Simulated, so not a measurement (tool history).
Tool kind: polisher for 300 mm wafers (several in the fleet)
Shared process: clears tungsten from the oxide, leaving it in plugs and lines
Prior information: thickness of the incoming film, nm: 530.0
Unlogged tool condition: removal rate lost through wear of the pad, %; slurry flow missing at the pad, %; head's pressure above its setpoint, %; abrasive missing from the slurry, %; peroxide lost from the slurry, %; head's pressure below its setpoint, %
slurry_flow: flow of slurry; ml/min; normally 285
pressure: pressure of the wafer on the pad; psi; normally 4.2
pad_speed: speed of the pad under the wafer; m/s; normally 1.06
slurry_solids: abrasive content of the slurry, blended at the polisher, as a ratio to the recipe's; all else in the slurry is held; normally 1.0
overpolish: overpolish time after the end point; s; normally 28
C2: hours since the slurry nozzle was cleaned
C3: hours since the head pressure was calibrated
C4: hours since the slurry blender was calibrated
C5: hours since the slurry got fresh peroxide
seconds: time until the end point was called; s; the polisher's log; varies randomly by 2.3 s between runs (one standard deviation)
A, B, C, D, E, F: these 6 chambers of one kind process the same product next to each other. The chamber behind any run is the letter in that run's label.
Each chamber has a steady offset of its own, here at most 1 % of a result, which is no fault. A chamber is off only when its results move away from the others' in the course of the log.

{"hour": 4.9, "done": "chamber B: slurry blender recalibrated"}
{"run": "1C", "hour": 5.9, "slurry_flow": 285, "pressure": 4.2, "pad_speed": 1.06, "slurry_solids": 1.0, "overpolish": 28, "wafers polished on this pad": 1152, "C2": 732.4, "C3": 435.3, "C4": 344.1, "C5": 40.9, "seconds": 113.07}
{"run": "2F", "hour": 15.2, "slurry_flow": 285, "pressure": 4.2, "pad_speed": 1.06, "slurry_solids": 1.0, "overpolish": 28, "wafers polished on this pad": 768, "C2": 301.6, "C3": 337.6, "C4": 121.1, "C5": 47.6, "seconds": 115.68}
{"hour": 19.3, "done": "chamber A: worn pad replaced by a new one"}
{"run": "3E", "hour": 25.0, "slurry_flow": 285, "pressure": 4.2, "pad_speed": 1.06, "slurry_solids": 1.0, "overpolish": 28, "wafers polished on this pad": 226, "C2": 75.0, "C3": 690.7, "C4": 352.8, "C5": 45.5, "seconds": 115.67}
{"hour": 25.1, "done": "chamber A: slurry blender recalibrated"}
{"hour": 27.8, "done": "chamber F: worn pad replaced by a new one"}
{"hour": 28.2, "done": "chamber C: slurry tank refilled with fresh slurry and peroxide"}
{"hour": 31.0, "done": "chamber C: slurry nozzle cleaned"}
{"run": "4D", "hour": 32.5, "slurry_flow": 285, "pressure": 4.2, "pad_speed": 1.06, "slurry_solids": 1.0, "overpolish": 28, "wafers polished on this pad": 961, "C2": 90.8, "C3": 285.2, "C4": 115.0, "C5": 54.2, "seconds": 116.78}
{"hour": 34.9, "done": "chamber E: slurry tank refilled with fresh slurry and peroxide"}
{"hour": 37.9, "done": "chamber F: slurry tank refilled with fresh slurry and peroxide"}
{"run": "5A", "hour": 39.1, "slurry_flow": 285, "pressure": 4.2, "pad_speed": 1.06, "slurry_solids": 1.0, "overpolish": 28, "wafers polished on this pad": 131, "C2": 570.7, "C3": 302.0, "C4": 14.1, "C5": 146.6, "seconds": 120.33}
{"hour": 39.9, "done": "chamber C: head pressure recalibrated"}
{"run": "6B", "hour": 44.9, "slurry_flow": 285, "pressure": 4.2, "pad_speed": 1.06, "slurry_solids": 1.0, "overpolish": 28, "wafers polished on this pad": 914, "C2": 52.4, "C3": 228.8, "C4": 40.0, "C5": 63.1, "seconds": 114.61}
{"hour": 53.6, "done": "chamber C: worn pad replaced by a new one"}
{"run": "7C", "hour": 54.1, "slurry_flow": 285, "pressure": 4.2, "pad_speed": 1.06, "slurry_solids": 1.0, "overpolish": 28, "wafers polished on this pad": 3, "C2": 23.1, "C3": 14.2, "C4": 392.3, "C5": 26.0, "seconds": 111.39}
{"hour": 55.6, "done": "chamber D: slurry blender recalibrated"}
{"hour": 60.1, "done": "chamber B: slurry tank refilled with fresh slurry and peroxide"}
{"run": "8E", "hour": 63.1, "slurry_flow": 285, "pressure": 4.2, "pad_speed": 1.06, "slurry_solids": 1.0, "overpolish": 28, "wafers polished on this pad": 478, "C2": 113.1, "C3": 728.8, "C4": 390.9, "C5": 28.3, "seconds": 117.24}
{"hour": 64.8, "done": "chamber A: slurry nozzle cleaned"}
{"hour": 65.6, "done": "chamber D: worn pad replaced by a new one"}
{"run": "9F", "hour": 71.6, "slurry_flow": 285, "pressure": 4.2, "pad_speed": 1.06, "slurry_solids": 1.0, "overpolish": 28, "wafers polished on this pad": 290, "C2": 358.0, "C3": 394.0, "C4": 177.5, "C5": 33.7, "seconds": 112.01}
{"hour": 74.1, "done": "chamber C: slurry blender recalibrated"}
{"run": "10A", "hour": 76.0, "slurry_flow": 285, "pressure": 4.2, "pad_speed": 1.06, "slurry_solids": 1.0, "overpolish": 28, "wafers polished on this pad": 376, "C2": 11.3, "C3": 338.9, "C4": 51.0, "C5": 183.5, "seconds": 117.81}
{"hour": 80.9, "done": "chamber F: slurry blender recalibrated"}
{"hour": 84.5, "done": "chamber C: slurry tank refilled with fresh slurry and peroxide"}
{"run": "11D", "hour": 84.9, "slurry_flow": 285, "pressure": 4.2, "pad_speed": 1.06, "slurry_solids": 1.0, "overpolish": 28, "wafers polished on this pad": 128, "C2": 143.2, "C3": 337.6, "C4": 29.4, "C5": 106.6, "seconds": 114.95}
{"hour": 86.4, "done": "chamber D: slurry tank refilled with fresh slurry and peroxide"}
{"hour": 92.8, "done": "chamber F: slurry tank refilled with fresh slurry and peroxide"}
{"run": "12B", "hour": 93.4, "slurry_flow": 285, "pressure": 4.2, "pad_speed": 1.06, "slurry_solids": 1.0, "overpolish": 28, "wafers polished on this pad": 1236, "C2": 100.9, "C3": 277.3, "C4": 88.5, "C5": 33.4, "seconds": 112.0}
{"hour": 98.1, "done": "chamber E: slurry tank refilled with fresh slurry and peroxide"}
{"run": "13D", "hour": 100.5, "slurry_flow": 285, "pressure": 4.2, "pad_speed": 1.06, "slurry_solids": 1.0, "overpolish": 28, "wafers polished on this pad": 231, "C2": 158.8, "C3": 353.2, "C4": 45.0, "C5": 14.2, "seconds": 111.3}
{"hour": 105.3, "done": "chamber E: slurry blender recalibrated"}
{"hour": 105.3, "done": "chamber B: worn pad replaced by a new one"}
{"run": "14E", "hour": 110.2, "slurry_flow": 285, "pressure": 4.2, "pad_speed": 1.06, "slurry_solids": 1.0, "overpolish": 28, "wafers polished on this pad": 790, "C2": 160.2, "C3": 775.9, "C4": 4.9, "C5": 12.1, "seconds": 113.52}
{"run": "15A", "hour": 119.7, "slurry_flow": 285, "pressure": 4.2, "pad_speed": 1.06, "slurry_solids": 1.0, "overpolish": 28, "wafers polished on this pad": 665, "C2": 55.0, "C3": 382.6, "C4": 94.7, "C5": 227.2, "seconds": 125.77}
{"hour": 126.1, "done": "chamber B: slurry blender recalibrated"}
{"run": "16C", "hour": 127.7, "slurry_flow": 285, "pressure": 4.2, "pad_speed": 1.06, "slurry_solids": 1.0, "overpolish": 28, "wafers polished on this pad": 491, "C2": 96.7, "C3": 87.8, "C4": 53.7, "C5": 43.2, "seconds": 114.92}
{"run": "17F", "hour": 134.3, "slurry_flow": 285, "pressure": 4.2, "pad_speed": 1.06, "slurry_solids": 1.0, "overpolish": 28, "wafers polished on this pad": 706, "C2": 420.7, "C3": 456.7, "C4": 53.4, "C5": 41.6, "seconds": 117.16}
{"hour": 134.8, "done": "chamber D: head pressure recalibrated"}
{"hour": 140.9, "done": "chamber A: worn pad replaced by a new one"}
{"hour": 141.4, "done": "chamber B: head pressure recalibrated"}
{"hour": 142.7, "done": "chamber C: slurry tank refilled with fresh slurry and peroxide"}
{"run": "18B", "hour": 144.0, "slurry_flow": 285, "pressure": 4.2, "pad_speed": 1.06, "slurry_solids": 1.0, "overpolish": 28, "wafers polished on this pad": 257, "C2": 151.5, "C3": 2.7, "C4": 18.0, "C5": 84.0, "seconds": 111.68}
{"hour": 148.7, "done": "chamber E: worn pad replaced by a new one"}
{"hour": 150.8, "done": "chamber F: slurry tank refilled with fresh slurry and peroxide"}
{"run": "19D", "hour": 152.2, "slurry_flow": 285, "pressure": 4.2, "pad_speed": 1.06, "slurry_solids": 1.0, "overpolish": 28, "wafers polished on this pad": 574, "C2": 210.5, "C3": 17.4, "C4": 96.7, "C5": 65.9, "seconds": 113.06}
{"hour": 152.8, "done": "chamber E: slurry tank refilled with fresh slurry and peroxide"}
{"hour": 155.6, "done": "chamber B: slurry tank refilled with fresh slurry and peroxide"}
{"hour": 156.3, "done": "chamber F: worn pad replaced by a new one"}
{"run": "20B", "hour": 159.8, "slurry_flow": 285, "pressure": 4.2, "pad_speed": 1.06, "slurry_solids": 1.0, "overpolish": 28, "wafers polished on this pad": 361, "C2": 167.3, "C3": 18.5, "C4": 33.8, "C5": 4.2, "seconds": 114.77}
{"run": "21F", "hour": 168.2, "slurry_flow": 285, "pressure": 4.2, "pad_speed": 1.06, "slurry_solids": 1.3, "overpolish": 28, "wafers polished on this pad": 79, "C2": 454.6, "C3": 490.6, "C4": 87.3, "C5": 17.4, "seconds": 109.99}
{"hour": 174.9, "done": "chamber D: slurry nozzle cleaned"}
{"run": "22C", "hour": 176.0, "slurry_flow": 285, "pressure": 4.2, "pad_speed": 1.06, "slurry_solids": 1.3, "overpolish": 28, "wafers polished on this pad": 811, "C2": 145.0, "C3": 136.1, "C4": 102.0, "C5": 33.4, "seconds": 106.92}
{"hour": 180.1, "done": "chamber D: slurry blender recalibrated"}
{"run": "23A", "hour": 183.2, "slurry_flow": 285, "pressure": 4.2, "pad_speed": 1.06, "slurry_solids": 1.3, "overpolish": 28, "wafers polished on this pad": 280, "C2": 118.5, "C3": 446.1, "C4": 158.2, "C5": 290.7, "seconds": 122.13}
{"hour": 186.7, "done": "chamber D: slurry tank refilled with fresh slurry and peroxide"}
{"run": "24E", "hour": 189.1, "slurry_flow": 285, "pressure": 4.2, "pad_speed": 1.06, "slurry_solids": 1.3, "overpolish": 28, "wafers polished on this pad": 268, "C2": 239.1, "C3": 854.8, "C4": 83.8, "C5": 36.4, "seconds": 109.52}
{"run": "25E", "hour": 198.5, "slurry_flow": 285, "pressure": 4.2, "pad_speed": 1.06, "slurry_solids": 1.3, "overpolish": 28, "wafers polished on this pad": 330, "C2": 248.5, "C3": 864.2, "C4": 93.2, "C5": 45.8, "seconds": 107.43}
{"run": "26B", "hour": 206.0, "slurry_flow": 285, "pressure": 4.2, "pad_speed": 1.06, "slurry_solids": 1.3, "overpolish": 28, "wafers polished on this pad": 668, "C2": 213.5, "C3": 64.7, "C4": 80.0, "C5": 50.4, "seconds": 106.23}
{"hour": 206.7, "done": "chamber C: slurry tank refilled with fresh slurry and peroxide"}
{"hour": 207.9, "done": "chamber F: slurry tank refilled with fresh slurry and peroxide"}
{"run": "27A", "hour": 211.5, "slurry_flow": 285, "pressure": 4.2, "pad_speed": 1.06, "slurry_solids": 1.0, "overpolish": 28, "wafers polished on this pad": 468, "C2": 146.8, "C3": 474.4, "C4": 186.5, "C5": 319.0, "seconds": 132.32}
{"run": "28D", "hour": 217.6, "slurry_flow": 285, "pressure": 4.2, "pad_speed": 1.06, "slurry_solids": 1.0, "overpolish": 28, "wafers polished on this pad": 1008, "C2": 42.8, "C3": 82.8, "C4": 37.5, "C5": 30.9, "seconds": 113.68}
{"hour": 220.0, "done": "chamber E: slurry tank refilled with fresh slurry and peroxide"}
{"run": "29C", "hour": 226.1, "slurry_flow": 285, "pressure": 4.2, "pad_speed": 1.06, "slurry_solids": 1.0, "overpolish": 28, "wafers polished on this pad": 1143, "C2": 195.1, "C3": 186.2, "C4": 152.1, "C5": 19.4, "seconds": 109.95}
{"hour": 231.5, "done": "chamber B: slurry tank refilled with fresh slurry and peroxide"}
{"run": "30F", "hour": 235.7, "slurry_flow": 285, "pressure": 4.2, "pad_speed": 1.06, "slurry_solids": 1.0, "overpolish": 28, "wafers polished on this pad": 526, "C2": 522.1, "C3": 558.1, "C4": 154.8, "C5": 27.8, "seconds": 111.02}
{"hour": 237.0, "done": "chamber E: slurry nozzle cleaned"}
{"hour": 237.7, "done": "chamber C: worn pad replaced by a new one"}
{"run": "31C", "hour": 243.3, "slurry_flow": 285, "pressure": 4.2, "pad_speed": 1.06, "slurry_solids": 1.0, "overpolish": 28, "wafers polished on this pad": 37, "C2": 212.3, "C3": 203.4, "C4": 169.3, "C5": 36.6, "seconds": 114.07}
{"run": "32B", "hour": 249.5, "slurry_flow": 285, "pressure": 4.2, "pad_speed": 1.06, "slurry_solids": 1.0, "overpolish": 28, "wafers polished on this pad": 956, "C2": 257.0, "C3": 108.2, "C4": 123.5, "C5": 18.0, "seconds": 115.38}
{"hour": 251.4, "done": "chamber D: worn pad replaced by a new one"}
{"hour": 254.5, "done": "chamber B: slurry blender recalibrated"}
{"run": "33D", "hour": 255.3, "slurry_flow": 285, "pressure": 4.2, "pad_speed": 1.06, "slurry_solids": 1.0, "overpolish": 28, "wafers polished on this pad": 26, "C2": 80.5, "C3": 120.5, "C4": 75.2, "C5": 68.6, "seconds": 114.77}
{"hour": 258.2, "done": "chamber A: worn pad replaced by a new one"}
{"run": "34F", "hour": 261.3, "slurry_flow": 285, "pressure": 4.2, "pad_speed": 1.06, "slurry_solids": 1.0, "overpolish": 28, "wafers polished on this pad": 696, "C2": 547.7, "C3": 583.7, "C4": 180.4, "C5": 53.4, "seconds": 113.93}
{"hour": 268.3, "done": "chamber C: slurry tank refilled with fresh slurry and peroxide"}
{"run": "35E", "hour": 270.1, "slurry_flow": 370, "pressure": 4.2, "pad_speed": 1.06, "slurry_solids": 1.2, "overpolish": 28, "wafers polished on this pad": 805, "C2": 33.2, "C3": 935.8, "C4": 164.8, "C5": 50.2, "seconds": 107.99}
{"hour": 271.0, "done": "chamber F: slurry tank refilled with fresh slurry and peroxide"}
{"hour": 271.5, "done": "chamber F: worn pad replaced by a new one"}
{"run": "36A", "hour": 276.1, "slurry_flow": 370, "pressure": 4.2, "pad_speed": 1.06, "slurry_solids": 1.2, "overpolish": 28, "wafers polished on this pad": 118, "C2": 211.4, "C3": 539.0, "C4": 251.1, "C5": 383.6, "seconds": 139.03}
{"run": "37C", "hour": 281.8, "slurry_flow": 370, "pressure": 4.2, "pad_speed": 1.06, "slurry_solids": 1.2, "overpolish": 28, "wafers polished on this pad": 292, "C2": 250.8, "C3": 241.9, "C4": 207.8, "C5": 13.5, "seconds": 105.77}
{"hour": 284.6, "done": "chamber E: slurry tank refilled with fresh slurry and peroxide"}
{"hour": 286.3, "done": "chamber D: slurry tank refilled with fresh slurry and peroxide"}
{"run": "38A", "hour": 288.0, "slurry_flow": 370, "pressure": 4.2, "pad_speed": 1.06, "slurry_solids": 1.2, "overpolish": 28, "wafers polished on this pad": 197, "C2": 223.3, "C3": 550.9, "C4": 263.0, "C5": 395.5, "seconds": 142.89}
{"run": "39F", "hour": 295.7, "slurry_flow": 370, "pressure": 4.2, "pad_speed": 1.06, "slurry_solids": 1.2, "overpolish": 28, "wafers polished on this pad": 160, "C2": 582.1, "C3": 618.1, "C4": 214.8, "C5": 24.7, "seconds": 108.71}
{"run": "40D", "hour": 302.2, "slurry_flow": 370, "pressure": 4.2, "pad_speed": 1.06, "slurry_solids": 1.2, "overpolish": 28, "wafers polished on this pad": 336, "C2": 127.4, "C3": 167.4, "C4": 122.1, "C5": 16.0, "seconds": 110.02}
{"run": "41E", "hour": 309.7, "slurry_flow": 285, "pressure": 4.2, "pad_speed": 1.06, "slurry_solids": 1.0, "overpolish": 28, "wafers polished on this pad": 1067, "C2": 72.8, "C3": 975.4, "C4": 204.4, "C5": 25.1, "seconds": 115.36}
{"run": "42B", "hour": 316.8, "slurry_flow": 285, "pressure": 4.2, "pad_speed": 1.06, "slurry_solids": 1.0, "overpolish": 28, "wafers polished on this pad": 1402, "C2": 324.3, "C3": 175.5, "C4": 62.3, "C5": 85.3, "seconds": 114.5}

Predict what each chamber gives when all 6 of them run the settings below next.
{"run": "43A", "hour": 323.8, "slurry_flow": 285, "pressure": 4.2, "pad_speed": 1.22, "slurry_solids": 1.0, "overpolish": 28, "seconds": "?"}
{"run": "43B", "hour": 323.8, "slurry_flow": 285, "pressure": 4.2, "pad_speed": 1.22, "slurry_solids": 1.0, "overpolish": 28, "seconds": "?"}
{"run": "43C", "hour": 323.8, "slurry_flow": 285, "pressure": 4.2, "pad_speed": 1.22, "slurry_solids": 1.0, "overpolish": 28, "seconds": "?"}
{"run": "43D", "hour": 323.8, "slurry_flow": 285, "pressure": 4.2, "pad_speed": 1.22, "slurry_solids": 1.0, "overpolish": 28, "seconds": "?"}
{"run": "43E", "hour": 323.8, "slurry_flow": 285, "pressure": 4.2, "pad_speed": 1.22, "slurry_solids": 1.0, "overpolish": 28, "seconds": "?"}
{"run": "43F", "hour": 323.8, "slurry_flow": 285, "pressure": 4.2, "pad_speed": 1.22, "slurry_solids": 1.0, "overpolish": 28, "seconds": "?"}

run=43A seconds=125.450
run=43B seconds=100.510
run=43C seconds=103.500
run=43D seconds=94.375
run=43E seconds=99.631
run=43F seconds=101.200
